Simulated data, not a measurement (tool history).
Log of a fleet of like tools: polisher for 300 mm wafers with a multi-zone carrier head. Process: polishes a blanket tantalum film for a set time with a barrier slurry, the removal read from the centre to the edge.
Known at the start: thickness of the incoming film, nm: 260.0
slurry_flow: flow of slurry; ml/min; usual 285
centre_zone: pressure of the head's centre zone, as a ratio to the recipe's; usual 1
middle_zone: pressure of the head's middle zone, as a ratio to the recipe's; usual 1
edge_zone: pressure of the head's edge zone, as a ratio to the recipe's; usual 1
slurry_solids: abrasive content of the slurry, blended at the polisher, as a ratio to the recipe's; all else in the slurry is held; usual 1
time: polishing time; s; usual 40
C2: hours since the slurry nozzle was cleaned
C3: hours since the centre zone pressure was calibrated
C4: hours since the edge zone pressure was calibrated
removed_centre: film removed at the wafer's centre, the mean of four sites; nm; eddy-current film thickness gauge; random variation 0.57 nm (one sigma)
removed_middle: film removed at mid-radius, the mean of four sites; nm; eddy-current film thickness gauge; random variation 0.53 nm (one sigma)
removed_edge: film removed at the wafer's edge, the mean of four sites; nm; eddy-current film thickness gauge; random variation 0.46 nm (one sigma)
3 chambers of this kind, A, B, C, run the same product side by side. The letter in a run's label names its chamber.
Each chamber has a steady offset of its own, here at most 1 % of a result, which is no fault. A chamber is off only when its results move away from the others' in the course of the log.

At hour 3.2: chamber A: worn pad replaced by a new one.
Run 1C, hour 8.2: usual settings; wafers polished on this pad 908; C2 18.5; C3 989.1; C4 901.3. Result: removed_centre 39.423 nm, removed_middle 38.898 nm, removed_edge 39.585 nm.
Run 2A, hour 21.3: usual settings; wafers polished on this pad 272; C2 173; C3 292.8; C4 38.7. Result: removed_centre 38.464 nm, removed_middle 38.952 nm, removed_edge 38.411 nm.
At hour 24.7: chamber C: worn pad replaced by a new one.
At hour 29.3: chamber B: worn pad replaced by a new one.
Run 3B, hour 36: usual settings; wafers polished on this pad 101; C2 86.3; C3 259.3; C4 291.5. Result: removed_centre 38.89 nm, removed_middle 38.926 nm, removed_edge 39.566 nm.
Run 4A, hour 45.5: usual settings; wafers polished on this pad 635; C2 197.2; C3 317; C4 62.9. Result: removed_centre 39.965 nm, removed_middle 40.014 nm, removed_edge 39.142 nm.
Run 5C, hour 59: usual settings but slurry_solids 0.75; wafers polished on this pad 515; C2 69.3; C3 1039.9; C4 952.1. Result: removed_centre 35.944 nm, removed_middle 35.073 nm, removed_edge 34.425 nm.
Run 6B, hour 69.2: usual settings but slurry_solids 0.75; wafers polished on this pad 599; C2 119.5; C3 292.5; C4 324.7. Result: removed_centre 35.465 nm, removed_middle 35.18 nm, removed_edge 35.634 nm.
At hour 78: chamber A: worn pad replaced by a new one.
Run 7A, hour 82.7: usual settings but slurry_solids 0.75; wafers polished on this pad 70; C2 234.4; C3 354.2; C4 100.1. Result: removed_centre 35.636 nm, removed_middle 36.559 nm, removed_edge 35.136 nm.
Run 8C, hour 92.2: usual settings; wafers polished on this pad 1014; C2 102.5; C3 1073.1; C4 985.3. Result: removed_centre 37.844 nm, removed_middle 39.267 nm, removed_edge 38.795 nm.
At hour 98.8: chamber C: worn pad replaced by a new one.
Run 9B, hour 99.5: usual settings; wafers polished on this pad 1054; C2 149.8; C3 322.8; C4 355. Result: removed_centre 39.01 nm, removed_middle 38.537 nm, removed_edge 39.159 nm.
Run 10B, hour 111.7: usual settings; wafers polished on this pad 1237; C2 162; C3 335; C4 367.2. Result: removed_centre 38.212 nm, removed_middle 37.614 nm, removed_edge 38.251 nm.
At hour 113.1: chamber B: worn pad replaced by a new one.
Run 11A, hour 124.4: usual settings; wafers polished on this pad 696; C2 276.1; C3 395.9; C4 141.8. Result: removed_centre 38.446 nm, removed_middle 39.457 nm, removed_edge 39.05 nm.
At hour 129.2: chamber A: slurry nozzle cleaned.
Run 12C, hour 132.6: usual settings; wafers polished on this pad 508; C2 142.9; C3 1113.5; C4 1025.7. Result: removed_centre 39.263 nm, removed_middle 39.994 nm, removed_edge 39.051 nm.
Run 13A, hour 139.3: usual settings; wafers polished on this pad 920; C2 10.1; C3 410.8; C4 156.7. Result: removed_centre 38.302 nm, removed_middle 39.271 nm, removed_edge 38.585 nm.
At hour 144.6: chamber A: worn pad replaced by a new one.
At hour 146.7: chamber B: centre zone pressure recalibrated.
Run 14C, hour 153.7: usual settings; wafers polished on this pad 824; C2 164; C3 1134.6; C4 1046.8. Result: removed_centre 39.586 nm, removed_middle 37.619 nm, removed_edge 39.175 nm.
At hour 156.9: chamber B: edge zone pressure recalibrated.
Run 15B, hour 160.8: usual settings; wafers polished on this pad 716; C2 211.1; C3 14.2; C4 3.9. Result: removed_centre 39.645 nm, removed_middle 38.657 nm, removed_edge 39.685 nm.
At hour 170.2: chamber C: slurry nozzle cleaned.
Run 16A, hour 175: usual settings; wafers polished on this pad 456; C2 45.8; C3 446.5; C4 192.4. Result: removed_centre 38.877 nm, removed_middle 38.936 nm, removed_edge 38.78 nm.
At hour 178.7: chamber C: worn pad replaced by a new one.
At hour 181.7: chamber B: slurry nozzle cleaned.
Run 17C, hour 184: usual settings; wafers polished on this pad 80; C2 13.9; C3 1164.9; C4 1077.1. Result: removed_centre 38.287 nm, removed_middle 39.682 nm, removed_edge 39.177 nm.
At hour 189.3: chamber B: worn pad replaced by a new one.
Run 18B, hour 196.1: usual settings; wafers polished on this pad 102; C2 14.4; C3 49.5; C4 39.2. Result: removed_centre 39.852 nm, removed_middle 39.004 nm, removed_edge 39.227 nm.
Run 19A, hour 209.7: usual settings; wafers polished on this pad 976; C2 80.5; C3 481.2; C4 227.1. Result: removed_centre 37.847 nm, removed_middle 39.937 nm, removed_edge 39.33 nm.
At hour 216: chamber A: worn pad replaced by a new one.
Run 20C, hour 220.7: usual settings; wafers polished on this pad 631; C2 50.6; C3 1201.6; C4 1113.8. Result: removed_centre 38.766 nm, removed_middle 38.694 nm, removed_edge 38.152 nm.
Run 21B, hour 233.1: usual settings; wafers polished on this pad 658; C2 51.4; C3 86.5; C4 76.2. Result: removed_centre 38.61 nm, removed_middle 37.876 nm, removed_edge 39.019 nm.
At hour 243.9: chamber C: worn pad replaced by a new one.
Run 22B, hour 245.7: usual settings; wafers polished on this pad 847; C2 64; C3 99.1; C4 88.8. Result: removed_centre 38.597 nm, removed_middle 38.572 nm, removed_edge 38.806 nm.
Run 23C, hour 258.2: usual settings; wafers polished on this pad 215; C2 88.1; C3 1239.1; C4 1151.3. Result: removed_centre 40.292 nm, removed_middle 38.225 nm, removed_edge 38.452 nm.
At hour 259.4: chamber C: centre zone pressure recalibrated.
Run 24A, hour 267.7: usual settings; wafers polished on this pad 776; C2 138.5; C3 539.2; C4 285.1. Result: removed_centre 35.939 nm, removed_middle 39.664 nm, removed_edge 38.738 nm.
At hour 268.7: chamber B: worn pad replaced by a new one.
Run 25A, hour 275.4: usual settings but centre_zone 1.07, slurry_solids 1.25; wafers polished on this pad 892; C2 146.2; C3 546.9; C4 292.8. Result: removed_centre 42.22 nm, removed_middle 41.688 nm, removed_edge 41.157 nm.
At hour 282.8: chamber A: worn pad replaced by a new one.
Run 26C, hour 290.4: usual settings but centre_zone 1.07, slurry_solids 1.25; wafers polished on this pad 699; C2 120.3; C3 31.1; C4 1183.5. Result: removed_centre 45.09 nm, removed_middle 40.717 nm, removed_edge 41.135 nm.
Run 27B, hour 299.3: usual settings but centre_zone 1.07, slurry_solids 1.25; wafers polished on this pad 459; C2 117.6; C3 152.7; C4 142.4. Result: removed_centre 44.855 nm, removed_middle 39.621 nm, removed_edge 42.615 nm.
Run 28C, hour 314.8: usual settings; wafers polished on this pad 1065; C2 144.7; C3 55.5; C4 1207.9. Result: removed_centre 39.156 nm, removed_middle 39.422 nm, removed_edge 38.36 nm.
At hour 321.4: chamber C: worn pad replaced by a new one.
Run 29B, hour 326.1: usual settings; wafers polished on this pad 862; C2 144.4; C3 179.5; C4 169.2. Result: removed_centre 38.96 nm, removed_middle 38.507 nm, removed_edge 39.402 nm.
Run 30A, hour 338.7: usual settings; wafers polished on this pad 839; C2 209.5; C3 610.2; C4 356.1. Result: removed_centre 37.063 nm, removed_middle 39.238 nm, removed_edge 38.793 nm.
Run 31B, hour 346.7: usual settings; wafers polished on this pad 1171; C2 165; C3 200.1; C4 189.8. Result: removed_centre 38.131 nm, removed_middle 38.286 nm, removed_edge 38.969 nm.
Run 32A, hour 357.1: usual settings; wafers polished on this pad 1115; C2 227.9; C3 628.6; C4 374.5. Result: removed_centre 35.791 nm, removed_middle 39.191 nm, removed_edge 38.432 nm.
Run 33C, hour 370.1: usual settings; wafers polished on this pad 732; C2 200; C3 110.8; C4 1263.2. Result: removed_centre 39.411 nm, removed_middle 38.637 nm, removed_edge 38.342 nm.
At hour 375.3: chamber C: slurry nozzle cleaned.
Run 34C, hour 381: usual settings; wafers polished on this pad 895; C2 5.8; C3 121.7; C4 1274.1. Result: removed_centre 38.263 nm, removed_middle 39.279 nm, removed_edge 37.793 nm.

What goes on in this fleet: one chamber off, a drifting gauge, or nothing beyond the chambers' own small offsets? Name the chamber and the cause, if any.

Chamber A drifts away from the others.
Cause: centre zone's pressure below its setpoint, % = 8.6.

Here are 4 candidates for chamber A's next run, each the usual settings with a change, their results left as question marks. Which one brings its results back in line with what the others give on the usual settings?
In line means no further than this from the other chambers' mean on the usual settings: removed_centre 1.9 nm; removed_middle 1.8 nm; removed_edge 1.6 nm
Run 35A-1, hour 392.1: usual settings but slurry_flow 295 ml/min, centre_zone 1.16, middle_zone 0.93, edge_zone 0.96. Result: removed_centre ?, removed_middle ?, removed_edge ?.
Run 35A-2, hour 392.1: usual settings but slurry_flow 280 ml/min, centre_zone 0.92, middle_zone 1.03, edge_zone 1.02. Result: removed_centre ?, removed_middle ?, removed_edge ?.
Run 35A-3, hour 392.1: usual settings but slurry_flow 280 ml/min, centre_zone 0.85, middle_zone 1.08, edge_zone 1.03. Result: removed_centre ?, removed_middle ?, removed_edge ?.
Run 35A-4, hour 392.1: usual settings but slurry_flow 290 ml/min, centre_zone 1.08, middle_zone 0.97, edge_zone 0.98. Result: removed_centre ?, removed_middle ?, removed_edge ?.

The other chambers' mean on the usual settings: removed_centre 38.449 nm; removed_middle 38.097 nm; removed_edge 38.368 nm
  run  removed_centre  removed_middle  removed_edge
35A-1          41.643          37.127        37.947
35A-2          32.211          40.631        38.933
35A-3          29.534          42.476        39.104
35A-4          38.493          38.545        38.275
35A-4 brings the chamber back in line.
